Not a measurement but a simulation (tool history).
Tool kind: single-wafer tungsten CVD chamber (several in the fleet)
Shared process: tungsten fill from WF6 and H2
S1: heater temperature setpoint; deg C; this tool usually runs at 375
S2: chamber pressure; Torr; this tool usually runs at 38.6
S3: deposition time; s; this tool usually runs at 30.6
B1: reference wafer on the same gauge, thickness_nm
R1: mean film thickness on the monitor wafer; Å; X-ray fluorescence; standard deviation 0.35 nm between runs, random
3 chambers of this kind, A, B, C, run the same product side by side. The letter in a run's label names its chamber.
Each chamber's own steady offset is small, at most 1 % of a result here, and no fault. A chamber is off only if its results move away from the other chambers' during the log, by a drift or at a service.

Run 1B, hour 3.3: usual settings; B1 71.844. Result: R1 614.86 Å.
Run 2C, hour 7.9: usual settings; B1 71.893. Result: R1 608.71 Å.
Run 3A, hour 10.7: usual settings; B1 71.866. Result: R1 612.53 Å.
Run 4B, hour 13.9: usual settings; B1 71.890. Result: R1 614.99 Å.
Run 5A, hour 17.2: usual settings; B1 71.930. Result: R1 611.44 Å.
Run 6C, hour 19.8: usual settings; B1 71.906. Result: R1 604.56 Å.
Run 7C, hour 24.2: usual settings; B1 71.810. Result: R1 605.15 Å.
Run 8A, hour 29.0: usual settings; B1 71.892. Result: R1 618.48 Å.
Run 9B, hour 33.8: usual settings; B1 71.993. Result: R1 608.99 Å.
Run 10B, hour 37.8: usual settings; B1 71.854. Result: R1 615.90 Å.
Run 11A, hour 40.7: usual settings; B1 71.998. Result: R1 609.46 Å.
Run 12C, hour 43.8: usual settings; B1 71.923. Result: R1 605.07 Å.
Run 13C, hour 46.5: usual settings; B1 71.864. Result: R1 608.32 Å.
Run 14A, hour 51.0: usual settings; B1 71.996. Result: R1 616.31 Å.
Run 15B, hour 55.3: usual settings; B1 71.858. Result: R1 612.09 Å.
Run 16A, hour 58.6: usual settings; B1 71.865. Result: R1 610.46 Å.
Run 17C, hour 63.5: usual settings; B1 71.835. Result: R1 612.92 Å.
Run 18B, hour 67.4: usual settings; B1 71.805. Result: R1 616.28 Å.
Run 19A, hour 71.8: usual settings; B1 71.774. Result: R1 610.82 Å.
Run 20B, hour 75.4: usual settings; B1 71.823. Result: R1 611.63 Å.
Run 21C, hour 78.5: usual settings; B1 71.777. Result: R1 613.35 Å.
Run 22B, hour 83.5: usual settings but S1 366 deg C; B1 71.979. Result: R1 509.97 Å.
Run 23C, hour 86.8: usual settings but S1 366 deg C; B1 71.895. Result: R1 502.56 Å.
Run 24A, hour 89.3: usual settings but S1 366 deg C; B1 71.877. Result: R1 502.84 Å.
Run 25C, hour 93.8: usual settings but S1 388 deg C, S3 26.5 s; B1 71.901. Result: R1 692.99 Å.

The same settings go to every chamber for the next run, one line per chamber below. Forecast the results for each:
Run 26A, hour 97.4: usual settings. Result: R1 ?.
Run 26B, hour 97.4: usual settings. Result: R1 ?.
Run 26C, hour 97.4: usual settings. Result: R1 ?.

run      R1
26A  606.61
26B  607.44
26C  609.47

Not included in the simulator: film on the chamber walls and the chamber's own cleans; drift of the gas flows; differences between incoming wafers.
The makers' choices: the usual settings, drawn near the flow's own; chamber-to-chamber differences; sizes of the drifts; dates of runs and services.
